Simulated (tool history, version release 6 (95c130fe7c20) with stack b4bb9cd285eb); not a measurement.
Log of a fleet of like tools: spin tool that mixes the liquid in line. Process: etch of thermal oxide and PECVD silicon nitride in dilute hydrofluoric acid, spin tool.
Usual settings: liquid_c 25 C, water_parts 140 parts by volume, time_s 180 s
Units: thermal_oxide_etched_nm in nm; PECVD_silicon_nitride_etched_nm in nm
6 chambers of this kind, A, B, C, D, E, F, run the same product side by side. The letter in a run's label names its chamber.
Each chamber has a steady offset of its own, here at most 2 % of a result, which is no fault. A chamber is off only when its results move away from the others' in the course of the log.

run	hour	liquid_c	water_parts	time_s	hours since the thermometer was replaced	hours since the hydrofluoric acid flow meter was replaced	read-back film thickness of the thermal oxide reference wafer, read on the same gauge (nm)	read-back film thickness of the PECVD silicon nitride reference wafer, read on the same gauge (nm)	thermal_oxide_etched_nm	PECVD_silicon_nitride_etched_nm
1F	5.1	25	140	180	823.9	1117.3	99.997	130	5.9172	2.9132
2D	9.9	25	140	180	2235.7	609	99.997	130	5.8029	2.8801
3E	13.5	25	140	180	668.7	928	100	130	5.8858	2.9751
4A	20.9	25	140	180	1052.7	101.1	99.993	130.01	5.7246	2.8861
5B	27.4	25	140	180	398.3	1468.1	100.01	130	5.6975	2.9402
6C	32.2	25	140	110	734.6	336.2	100.02	129.98	3.5217	1.7734
7E	39.3	25	140	110	694.5	953.8	99.977	129.99	3.5367	1.7815
8F	45.2	25	140	110	864	1157.4	100.03	130.02	3.5495	1.7481
9C	52.9	25	140	110	755.3	356.9	100.01	129.99	3.5238	1.8189
10D	59.8	25	140	110	2285.6	658.9	100.01	130	3.4886	1.7561
11A	66.3	25	140	110	1098.1	146.5	99.992	130	3.5379	1.7539
12B	71.6	25	140	180	442.5	1512.3	99.96	130	5.8459	2.8763
13D	75	25	140	180	2300.8	674.1	100.05	130.01	5.7191	2.8733
14A	78.8	28.5	185	180	1110.6	159	100.02	130	4.747	2.6513
15F	83.3	28.5	185	180	902.1	1195.5	99.986	130.01	4.7217	2.6896
# hour 84.5: chamber E: thermometer replaced
16E	88.1	28.5	185	180	3.7	1002.6	99.985	130	4.7028	2.755
17C	94.4	28.5	185	180	796.8	398.4	99.981	129.99	4.8932	2.7742
18B	99.5	28.5	185	180	470.4	1540.2	99.986	130	4.684	2.6966
19E	105.5	28.5	185	180	21.1	1020	100.01	129.99	4.6957	2.759
# hour 105.8: chamber D: hydrofluoric acid flow meter replaced
20B	112.5	25	140	180	483.4	1553.2	99.988	130	5.8209	2.8954
21C	118.5	25	140	180	820.9	422.5	100.01	130.02	6.0324	2.9787
22F	125.5	25	140	180	944.3	1237.7	99.999	129.99	5.734	2.8816
23D	130.7	25	180	150	2356.5	25	100.05	130	3.468	1.8535
24A	138	25	180	150	1169.8	218.2	100.02	130	3.5704	1.8741
25F	142.7	25	180	150	961.5	1254.9	99.98	130	3.5602	1.8569
26D	148.4	25	180	150	2374.2	42.7	99.996	129.97	3.4461	1.8757
27E	155.4	25	180	150	71	1069.9	99.982	130.01	3.5971	1.861
28A	161.4	25	180	150	1193.2	241.6	100.01	130.01	3.6019	1.876
29C	166.3	25	140	180	868.7	470.3	99.979	129.98	6.301	3.1892
# hour 166.8: chamber D: thermometer replaced
30B	170.8	25	140	180	541.7	1611.5	99.993	130.03	5.8382	2.9346
31B	174.5	25	140	180	545.4	1615.2	99.974	130.01	5.8806	2.8278
32D	178	25	140	180	11.3	72.3	99.991	129.99	5.7208	2.9098
33F	185.6	25	140	180	1004.4	1297.8	99.999	129.98	5.8077	2.8909
34C	189.2	25	140	180	891.6	493.2	100	130	6.317	3.2145
35E	196.3	25	185	245	111.9	1110.8	99.974	130	5.6266	3.0019
36A	199.7	25	185	245	1231.5	279.9	100	130	5.7031	2.9509
37C	205.2	25	185	245	907.6	509.2	100.02	130.01	6.3142	3.3099

All 6 chambers run these settings next. Forecast each chamber's results:
38A	210.8	25	140	180					?	?
38B	210.8	25	140	180					?	?
38C	210.8	25	140	180					?	?
38D	210.8	25	140	180					?	?
38E	210.8	25	140	180					?	?
38F	210.8	25	140	180					?	?

run	thermal_oxide_etched_nm	PECVD_silicon_nitride_etched_nm
38A	5.8643	2.879
38B	5.9121	2.9068
38C	6.3927	3.1582
38D	5.6975	2.9397
38E	5.8479	2.9033
38F	5.8083	2.89

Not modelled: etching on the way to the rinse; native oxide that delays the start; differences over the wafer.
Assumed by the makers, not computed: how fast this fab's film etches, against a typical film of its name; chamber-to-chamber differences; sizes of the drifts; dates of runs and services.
